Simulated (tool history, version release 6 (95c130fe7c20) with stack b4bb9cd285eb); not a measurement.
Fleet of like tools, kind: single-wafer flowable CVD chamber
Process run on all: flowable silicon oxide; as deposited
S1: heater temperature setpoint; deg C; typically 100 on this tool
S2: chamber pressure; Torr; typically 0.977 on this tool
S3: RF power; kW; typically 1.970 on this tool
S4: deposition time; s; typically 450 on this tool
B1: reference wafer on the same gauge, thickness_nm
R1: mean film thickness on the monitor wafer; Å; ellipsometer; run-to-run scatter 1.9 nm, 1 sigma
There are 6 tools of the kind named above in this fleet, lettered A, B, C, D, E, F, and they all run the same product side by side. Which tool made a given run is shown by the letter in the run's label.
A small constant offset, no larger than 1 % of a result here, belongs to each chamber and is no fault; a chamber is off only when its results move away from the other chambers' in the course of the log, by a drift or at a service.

run,day,S1,S2,S3,S4,B1,R1
1D,0.233,100,0.977,1.970,450,372.06,3543.3
# day 0.262: chamber C: capacitance manometer re-zeroed and calibrated
2B,0.412,100,0.977,1.970,450,372.53,3496.1
3E,0.558,100,0.977,1.970,450,371.86,3525.9
4F,0.762,100,0.977,1.970,450,372.01,3508.2
5A,0.996,93,0.977,2.265,450,372.06,4495.8
6C,1.179,93,0.977,2.265,450,372.53,4491.2
7D,1.388,93,0.977,2.265,450,372.40,4530.7
8C,1.621,93,0.977,2.265,450,372.58,4527.6
9A,1.758,93,0.977,2.265,450,371.41,4500.4
10F,1.971,93,0.977,2.265,450,372.15,4495.7
# day 2.054: chamber E: capacitance manometer re-zeroed and calibrated
11B,2.217,100,0.977,1.970,450,371.62,3481.6
12E,2.350,100,0.977,1.970,450,372.30,3533.6
13F,2.550,100,0.977,1.970,450,372.47,3504.3
14A,2.712,100,0.977,1.970,450,372.10,3490.4
15C,2.888,100,0.977,1.970,450,372.66,3483.9
16D,3.033,93,0.977,1.970,450,372.77,4407.9
17E,3.150,93,0.977,1.970,450,372.71,4444.9
18B,3.321,93,0.977,1.970,450,372.28,4384.3
19D,3.567,93,0.977,1.970,450,371.82,4383.4
20E,3.788,93,0.977,1.970,450,372.39,4459.4
# day 3.825: chamber D: capacitance manometer re-zeroed and calibrated
21B,3.912,93,0.977,1.970,450,371.61,4380.1
22C,4.138,100,0.977,1.970,450,372.11,3494.2
23A,4.296,100,0.977,1.970,450,372.13,3503.3
24F,4.479,100,0.977,1.970,450,372.03,3486.9
25D,4.604,100,0.977,1.970,450,372.04,3674.2
26A,4.758,100,0.977,1.970,450,372.16,3476.5
27F,4.946,100,0.977,1.970,450,372.24,3535.0
28C,5.142,100,1.182,1.970,480,371.98,4651.8
29B,5.396,100,1.182,1.970,480,371.40,4654.6
30E,5.579,100,1.182,1.970,480,372.19,4615.6
31A,5.729,100,1.182,1.970,480,372.00,4603.4
32B,5.896,100,1.182,1.970,480,371.66,4649.7
33E,6.046,100,1.182,1.970,480,371.87,4680.9
34C,6.200,100,0.977,1.970,450,372.08,3497.7
35F,6.454,100,0.977,1.970,450,372.10,3525.2
36D,6.692,100,0.977,1.600,364,371.92,2836.2
37A,6.946,100,0.977,1.600,364,371.83,2661.4

Does one chamber stand apart from the rest, does the shared gauge drift, or is all well apart from small per-chamber offsets? Give the chamber and the most likely cause, where there is one.

The work done on chamber D during a service left it standing apart from the others.
Likeliest cause: true pressure above the setpoint (%) = 3.44.

Here are 4 candidates for chamber D's next run, each the usual settings with a change, their results left as question marks. Which one brings its results back in line with what the others give on the usual settings?
In line here means within this much of the mean the other chambers give on the usual settings: R1 66.0 Å
38D-1,7.133,101,0.968,1.970,448,,?
38D-2,7.133,100,1.031,1.980,463,,?
38D-3,7.133,102,0.955,1.965,450,,?
38D-4,7.133,100,0.977,1.990,470,,?

Mean of the other chambers on the usual settings: R1 3499.0 Å
run,R1
38D-1,3487.9
38D-2,4024.5
38D-3,3330.0
38D-4,3836.6
The answer is 38D-1, which returns the chamber to within the allowed miss of the others.
